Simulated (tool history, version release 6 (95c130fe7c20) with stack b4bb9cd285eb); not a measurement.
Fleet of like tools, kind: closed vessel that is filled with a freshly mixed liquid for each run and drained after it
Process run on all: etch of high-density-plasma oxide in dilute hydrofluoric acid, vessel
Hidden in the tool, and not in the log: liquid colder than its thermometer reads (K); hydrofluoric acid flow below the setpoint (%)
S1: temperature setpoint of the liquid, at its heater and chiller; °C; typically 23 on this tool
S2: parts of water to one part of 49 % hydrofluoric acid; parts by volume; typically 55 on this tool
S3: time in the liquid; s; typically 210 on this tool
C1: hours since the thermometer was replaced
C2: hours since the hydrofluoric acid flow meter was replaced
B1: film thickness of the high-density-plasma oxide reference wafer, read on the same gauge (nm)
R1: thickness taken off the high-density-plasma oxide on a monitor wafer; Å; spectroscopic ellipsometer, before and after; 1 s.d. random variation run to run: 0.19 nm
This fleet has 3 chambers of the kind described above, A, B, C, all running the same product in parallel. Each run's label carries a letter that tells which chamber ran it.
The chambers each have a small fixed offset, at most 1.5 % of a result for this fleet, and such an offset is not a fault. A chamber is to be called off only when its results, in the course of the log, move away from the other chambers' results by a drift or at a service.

run	hour	S1	S2	S3	C1	C2	B1	R1
1B	13.5	23	55	210	717.7	127.7	90.032	198.4
2C	27.8	23	55	210	336.8	1051.3	89.97	201.9
3A	34.8	23	55	210	987.9	221.2	90	200.16
4B	44	23	55	210	748.2	158.2	90.015	193.48
5C	59.1	23	55	210	368.1	1082.6	90.02	199.82
# hour 63.3: chamber B: thermometer replaced
6A	74.2	23	55	210	1027.3	260.6	89.984	198.57
7A	84.9	23	55	210	1038	271.3	90.008	200.96
8C	94.1	23	55	210	403.1	1117.6	89.997	196.9
9B	108.1	23	55	210	44.8	222.3	90.014	200.13
10B	117.4	23	55	210	54.1	231.6	89.991	196.03
11A	125.7	23	55	160	1078.8	312.1	89.998	151.2
12C	133.4	23	55	160	442.4	1156.9	90.049	154.41
13C	143.3	23	55	160	452.3	1166.8	89.973	153.23
14A	159.2	23	55	210	1112.3	345.6	90.01	196.13
# hour 159.9: chamber A: thermometer replaced
15B	173.5	23	55	210	110.2	287.7	89.998	196.6
16A	182	23	55	210	22.1	368.4	90.014	197.87
# hour 184.3: chamber C: hydrofluoric acid flow meter replaced
17C	197.9	23	55	210	506.9	13.6	90.006	195.33
18B	206.5	26	55	210	143.2	320.7	90.028	221.3
19B	218.7	26	55	210	155.4	332.9	89.979	219.71
20C	231.5	26	55	210	540.5	47.2	89.994	231.68
21A	244.8	23	55	210	84.9	431.2	90.02	198.16
22A	260.3	23	55	210	100.4	446.7	89.988	200.42
23C	271.4	23	55	210	580.4	87.1	89.978	198.53
24B	285.2	21	30	210	221.9	399.4	90.008	343.36
25A	295.8	21	30	210	135.9	482.2	89.997	334.75
26C	303.2	21	30	210	612.2	118.9	90.007	348.51
27B	315	23	55	210	251.7	429.2	90.002	192.6
28C	330.4	23	55	210	639.4	146.1	89.993	201.29
29B	340.1	23	55	210	276.8	454.3	89.987	192.26
30A	350.9	23	55	210	191	537.3	89.996	199.02
31A	362.5	23	55	210	202.6	548.9	90.022	200.24
32C	370.8	23	55	210	679.8	186.5	89.976	200.45
33B	379.8	23	55	210	316.5	494	90.007	194.6
34C	386.9	23	55	210	695.9	202.6	89.995	198.86
35A	400	23	55	210	240.1	586.4	90.032	196.7
36B	406.9	23	55	210	343.6	521.1	90.015	193.43
37B	422	23	55	210	358.7	536.2	89.996	199.62
38A	433	23	55	210	273.1	619.4	89.99	199.07
# hour 435.1: chamber B: hydrofluoric acid flow meter replaced
39C	443.2	23	55	210	752.2	258.9	89.986	200.12
40C	456.1	23	30	150	765.1	271.8	90.025	270.61
41B	469.1	23	30	150	405.8	34	90.013	272.37
42A	480.8	23	30	150	320.9	667.2	89.999	263.55
43A	494	23	55	210	334.1	680.4	89.987	200.01

Each of the 3 chambers runs these same settings next. Fill in every chamber's results:
44A	505.5	23	55	210				?
44B	505.5	23	55	210				?
44C	505.5	23	55	210				?

run	R1
44A	200.04
44B	196.57
44C	200.81
